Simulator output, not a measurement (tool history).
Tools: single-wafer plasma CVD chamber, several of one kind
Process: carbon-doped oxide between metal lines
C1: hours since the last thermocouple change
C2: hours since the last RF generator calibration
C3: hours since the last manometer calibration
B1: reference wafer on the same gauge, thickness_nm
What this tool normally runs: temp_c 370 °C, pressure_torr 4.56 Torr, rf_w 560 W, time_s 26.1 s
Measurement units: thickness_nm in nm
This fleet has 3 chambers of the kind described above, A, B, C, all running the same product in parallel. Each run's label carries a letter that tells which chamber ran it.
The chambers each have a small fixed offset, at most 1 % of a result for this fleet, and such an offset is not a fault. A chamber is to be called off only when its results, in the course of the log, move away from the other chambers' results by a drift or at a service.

run 1A hour=9.7 | temp_c=370 pressure_torr=4.56 rf_w=560 time_s=26.1 | C1=1070.0 C2=258.4 C3=289.7 | B1=107.93 | thickness_nm=136.32
run 2C hour=18.0 | temp_c=370 pressure_torr=4.56 rf_w=560 time_s=26.1 | C1=1238.9 C2=634.6 C3=1970.6 | B1=107.92 | thickness_nm=134.83
run 3B hour=28.1 | temp_c=370 pressure_torr=4.56 rf_w=560 time_s=26.1 | C1=697.4 C2=951.0 C3=1082.5 | B1=107.97 | thickness_nm=134.02
run 4B hour=36.1 | temp_c=370 pressure_torr=4.56 rf_w=560 time_s=26.1 | C1=705.4 C2=959.0 C3=1090.5 | B1=107.98 | thickness_nm=133.75
run 5A hour=43.6 | temp_c=370 pressure_torr=4.56 rf_w=560 time_s=26.1 | C1=1103.9 C2=292.3 C3=323.6 | B1=108.07 | thickness_nm=135.43
run 6C hour=53.3 | temp_c=370 pressure_torr=4.56 rf_w=610 time_s=26.1 | C1=1274.2 C2=669.9 C3=2005.9 | B1=108.01 | thickness_nm=141.35
run 7C hour=62.3 | temp_c=370 pressure_torr=4.56 rf_w=610 time_s=26.1 | C1=1283.2 C2=678.9 C3=2014.9 | B1=107.91 | thickness_nm=141.46
run 8A hour=69.3 | temp_c=370 pressure_torr=4.56 rf_w=610 time_s=26.1 | C1=1129.6 C2=318.0 C3=349.3 | B1=108.07 | thickness_nm=142.57
run 9B hour=77.1 | temp_c=370 pressure_torr=4.56 rf_w=560 time_s=26.1 | C1=746.4 C2=1000.0 C3=1131.5 | B1=108.01 | thickness_nm=133.61
run 10A hour=83.6 | temp_c=370 pressure_torr=4.56 rf_w=560 time_s=26.1 | C1=1143.9 C2=332.3 C3=363.6 | B1=107.96 | thickness_nm=135.21
run 11C hour=88.9 | temp_c=370 pressure_torr=4.56 rf_w=560 time_s=26.1 | C1=1309.8 C2=705.5 C3=2041.5 | B1=107.95 | thickness_nm=133.27
run 12B hour=97.6 | temp_c=370 pressure_torr=4.56 rf_w=560 time_s=26.1 | C1=766.9 C2=1020.5 C3=1152.0 | B1=108.13 | thickness_nm=133.70
run 13A hour=106.6 | temp_c=370 pressure_torr=4.56 rf_w=560 time_s=26.1 | C1=1166.9 C2=355.3 C3=386.6 | B1=107.94 | thickness_nm=136.34
run 14B hour=114.0 | temp_c=370 pressure_torr=5.09 rf_w=595 time_s=26.1 | C1=783.3 C2=1036.9 C3=1168.4 | B1=107.90 | thickness_nm=140.19
run 15C hour=119.4 | temp_c=370 pressure_torr=5.09 rf_w=595 time_s=26.1 | C1=1340.3 C2=736.0 C3=2072.0 | B1=107.99 | thickness_nm=141.22
run 16B hour=128.7 | temp_c=370 pressure_torr=5.09 rf_w=595 time_s=26.1 | C1=798.0 C2=1051.6 C3=1183.1 | B1=107.85 | thickness_nm=139.54
run 17C hour=135.3 | temp_c=370 pressure_torr=4.56 rf_w=560 time_s=26.1 | C1=1356.2 C2=751.9 C3=2087.9 | B1=107.95 | thickness_nm=133.31
run 18A hour=145.5 | temp_c=370 pressure_torr=4.56 rf_w=560 time_s=26.1 | C1=1205.8 C2=394.2 C3=425.5 | B1=107.96 | thickness_nm=135.31
run 19C hour=151.6 | temp_c=370 pressure_torr=4.56 rf_w=560 time_s=26.1 | C1=1372.5 C2=768.2 C3=2104.2 | B1=108.04 | thickness_nm=133.42
run 20A hour=160.4 | temp_c=370 pressure_torr=4.56 rf_w=560 time_s=26.1 | C1=1220.7 C2=409.1 C3=440.4 | B1=108.08 | thickness_nm=135.71
run 21B hour=168.4 | temp_c=370 pressure_torr=4.56 rf_w=560 time_s=26.1 | C1=837.7 C2=1091.3 C3=1222.8 | B1=108.02 | thickness_nm=131.65
run 22C hour=173.7 | temp_c=370 pressure_torr=4.56 rf_w=560 time_s=26.1 | C1=1394.6 C2=790.3 C3=2126.3 | B1=108.14 | thickness_nm=133.41
run 23B hour=183.2 | temp_c=370 pressure_torr=4.56 rf_w=560 time_s=26.1 | C1=852.5 C2=1106.1 C3=1237.6 | B1=107.98 | thickness_nm=132.30
run 24A hour=188.9 | temp_c=370 pressure_torr=4.56 rf_w=560 time_s=26.1 | C1=1249.2 C2=437.6 C3=468.9 | B1=107.99 | thickness_nm=135.98
run 25A hour=193.5 | temp_c=370 pressure_torr=4.56 rf_w=560 time_s=26.1 | C1=1253.8 C2=442.2 C3=473.5 | B1=108.00 | thickness_nm=135.58
run 26B hour=199.9 | temp_c=370 pressure_torr=4.56 rf_w=560 time_s=26.1 | C1=869.2 C2=1122.8 C3=1254.3 | B1=108.00 | thickness_nm=131.04
run 27C hour=209.7 | temp_c=370 pressure_torr=4.56 rf_w=560 time_s=26.1 | C1=1430.6 C2=826.3 C3=2162.3 | B1=107.86 | thickness_nm=134.60
run 28C hour=218.8 | temp_c=370 pressure_torr=4.56 rf_w=560 time_s=26.1 | C1=1439.7 C2=835.4 C3=2171.4 | B1=107.94 | thickness_nm=134.22
run 29A hour=229.3 | temp_c=370 pressure_torr=4.56 rf_w=560 time_s=26.1 | C1=1289.6 C2=478.0 C3=509.3 | B1=107.82 | thickness_nm=135.40
run 30B hour=235.6 | temp_c=370 pressure_torr=4.56 rf_w=560 time_s=26.1 | C1=904.9 C2=1158.5 C3=1290.0 | B1=108.00 | thickness_nm=131.45
run 31A hour=245.7 | temp_c=370 pressure_torr=4.56 rf_w=560 time_s=26.1 | C1=1306.0 C2=494.4 C3=525.7 | B1=107.97 | thickness_nm=135.38
run 32C hour=255.0 | temp_c=370 pressure_torr=4.56 rf_w=560 time_s=27.8 | C1=1475.9 C2=871.6 C3=2207.6 | B1=108.01 | thickness_nm=141.91
run 33B hour=260.5 | temp_c=370 pressure_torr=4.56 rf_w=560 time_s=27.8 | C1=929.8 C2=1183.4 C3=1314.9 | B1=108.12 | thickness_nm=139.14
run 34A hour=265.9 | temp_c=370 pressure_torr=4.56 rf_w=560 time_s=27.8 | C1=1326.2 C2=514.6 C3=545.9 | B1=108.11 | thickness_nm=143.89
run 35B hour=271.9 | temp_c=370 pressure_torr=4.56 rf_w=560 time_s=26.1 | C1=941.2 C2=1194.8 C3=1326.3 | B1=108.04 | thickness_nm=131.29
run 36C hour=279.0 | temp_c=370 pressure_torr=4.56 rf_w=560 time_s=26.1 | C1=1499.9 C2=895.6 C3=2231.6 | B1=108.06 | thickness_nm=134.25
run 37C hour=283.7 | temp_c=370 pressure_torr=4.56 rf_w=560 time_s=26.1 | C1=1504.6 C2=900.3 C3=2236.3 | B1=107.90 | thickness_nm=133.56

What goes on in this fleet: one chamber off, a drifting gauge, or nothing beyond the chambers' own small offsets? Name the chamber and the cause, if any.

Little by little, chamber B moves away from the other chambers.
What lies behind it: delivered RF power below the setpoint (%) = 4.77.

Here are 4 candidates for chamber B's next run, each the usual settings with a change, their results left as question marks. Which one brings its results back in line with what the others give on the usual settings?
A result is in line if it is within this distance of the other chambers' mean on the usual settings: thickness_nm 2.00 nm
run 38B-1 hour=291.3 | temp_c=371 pressure_torr=4.56 rf_w=530 time_s=26.1 | thickness_nm=?
run 38B-2 hour=291.3 | temp_c=372 pressure_torr=4.56 rf_w=510 time_s=26.1 | thickness_nm=?
run 38B-3 hour=291.3 | temp_c=369 pressure_torr=4.62 rf_w=560 time_s=27.6 | thickness_nm=?
run 38B-4 hour=291.3 | temp_c=370 pressure_torr=4.56 rf_w=570 time_s=26.7 | thickness_nm=?

The other chambers' mean on the usual settings: thickness_nm 134.65 nm
run=38B-1 thickness_nm=125.40
run=38B-2 thickness_nm=122.12
run=38B-3 thickness_nm=138.01
run=38B-4 thickness_nm=134.48
Change 38B-4 lands the chamber within the allowed miss of the other chambers.
